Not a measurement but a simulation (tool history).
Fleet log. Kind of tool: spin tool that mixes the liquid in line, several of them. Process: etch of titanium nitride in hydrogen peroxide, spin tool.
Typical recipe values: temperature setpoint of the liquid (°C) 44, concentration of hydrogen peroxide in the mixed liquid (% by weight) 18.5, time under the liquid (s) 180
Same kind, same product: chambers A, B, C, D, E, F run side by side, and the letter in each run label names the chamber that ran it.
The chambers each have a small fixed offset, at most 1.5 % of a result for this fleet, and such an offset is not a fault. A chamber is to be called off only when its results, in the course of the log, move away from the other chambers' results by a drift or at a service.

run,hour,temperature setpoint of the liquid (°C),concentration of hydrogen peroxide in the mixed liquid (% by weight),time under the liquid (s),hours since the thermometer was replaced,hours since the peroxide flow meter was replaced,hours since the heated supply line was repaired,hours since the drum of peroxide was connected,"read-back film thickness of the titanium nitride reference wafer, read on the same gauge (nm)",thickness taken off the titanium nitride on a monitor wafer (angstrom)
1B,8.3,44,18.5,180,121.9,386.5,2299.2,459.3,140.01,37.229
2D,12.4,44,18.5,180,138.5,115.8,602.6,516.1,140.03,37.349
3F,19.9,44,18.5,180,923.1,602.9,2054.1,1232.7,140.03,37.046
4E,24.9,44,18.5,180,68.2,298.4,382.9,667.6,139.98,37.444
5A,30.7,44,18.5,180,514.7,1146.1,1407.3,354.9,140.03,37.604
6C,35.1,44,16,180,458.1,355.3,1039.4,109.3,140.03,36.103
7A,42.1,44,16,180,526.1,1157.5,1418.7,366.3,140.03,36.397
8D,46.1,44,16,180,172.2,149.5,636.3,549.8,139.99,35.843
# hour 49.4: chamber F: peroxide flow meter replaced
9B,53.1,44,16,180,166.7,431.3,2344,504.1,139.99,36.082
10E,58.4,44,16,180,101.7,331.9,416.4,701.1,140,36.243
11F,64.8,44,16,180,968,15.4,2099,1277.6,140.02,36.045
12C,69.3,44,18.5,180,492.3,389.5,1073.6,143.5,139.96,36.987
13C,74.7,44,18.5,180,497.7,394.9,1079,148.9,139.96,37.314
14D,79.1,44,18.5,180,205.2,182.5,669.3,582.8,139.97,37.257
15B,85.7,44,18.5,180,199.3,463.9,2376.6,536.7,139.96,37.587
16E,90.2,44,18.5,180,133.5,363.7,448.2,732.9,140.01,37.555
# hour 91.8: chamber B: new drum of peroxide connected
17A,95.8,44,18.5,180,579.8,1211.2,1472.4,420,140,37.471
18F,99.8,44,18.5,180,1003,50.4,2134,1312.6,140,37.382
19F,103.9,44,18.5,180,1007.1,54.5,2138.1,1316.7,140,37.206
20A,112.2,44,18.5,180,596.2,1227.6,1488.8,436.4,140.02,37.557
# hour 117.2: chamber E: new drum of peroxide connected
21B,117.9,44,18.5,180,231.5,496.1,2408.8,26.2,140,37.731
22D,123.9,44,18.5,180,250,227.3,714.1,627.6,140.01,37.244
23C,131.4,44,18.5,180,554.4,451.6,1135.7,205.6,139.99,37.434
24E,135.9,44,18.5,180,179.2,409.4,493.9,18.7,140.01,37.333
25D,142.8,44,16,100,268.9,246.2,733,646.5,140.01,20.067
26B,146.6,44,16,100,260.2,524.8,2437.5,54.9,139.99,20.567
# hour 150.4: chamber C: thermometer replaced
27C,152.1,44,16,100,1.8,472.3,1156.4,226.3,139.96,19.853
28F,155.9,44,16,100,1059.1,106.5,2190.1,1368.7,139.99,20.111
29E,160.5,44,16,100,203.8,434,518.5,43.3,139.96,20.074
30A,167,44,16,100,651,1282.4,1543.6,491.2,140,20.167
31D,173.6,44,18.5,90,299.7,277,763.8,677.3,140.01,18.554
32F,181.4,44,18.5,90,1084.6,132,2215.6,1394.2,139.98,18.701
# hour 187.9: chamber B: heated supply line repaired
33A,188.8,44,18.5,90,672.8,1304.2,1565.4,513,139.99,18.796
34C,192.4,44,18.5,90,42.1,512.6,1196.7,266.6,140,18.572
35E,196.7,44,18.5,90,240,470.2,554.7,79.5,140.01,18.57
36B,204.3,44,18.5,90,317.9,582.5,16.5,112.6,140.08,19.572
37E,211.8,39.5,18.5,180,255.1,485.3,569.8,94.6,139.98,26.447
38C,218.5,39.5,18.5,180,68.2,538.7,1222.8,292.7,140,26.656
39F,223.9,39.5,18.5,180,1127.1,174.5,2258.1,1436.7,140.02,26.476
40A,229.8,39.5,18.5,180,713.8,1345.2,1606.4,554,139.97,26.602
41D,236.4,39.5,18.5,180,362.5,339.8,826.6,740.1,139.99,26.333
42B,241.9,39.5,18.5,180,355.5,620.1,54.1,150.2,139.99,28.115
43B,248.7,44,18.5,180,362.3,626.9,60.9,157,140.05,39.405
44A,255.1,44,18.5,180,739.1,1370.5,1631.7,579.3,140.03,37.747

For the next run the whole fleet of 6 chambers uses the same settings. Give each chamber's results:
45A,261,51.5,18.5,180,,,,,,?
45B,261,51.5,18.5,180,,,,,,?
45C,261,51.5,18.5,180,,,,,,?
45D,261,51.5,18.5,180,,,,,,?
45E,261,51.5,18.5,180,,,,,,?
45F,261,51.5,18.5,180,,,,,,?

run,thickness taken off the titanium nitride on a monitor wafer (angstrom)
45A,65.069
45B,68.605
45C,64.491
45D,65.356
45E,64.757
45F,64.304
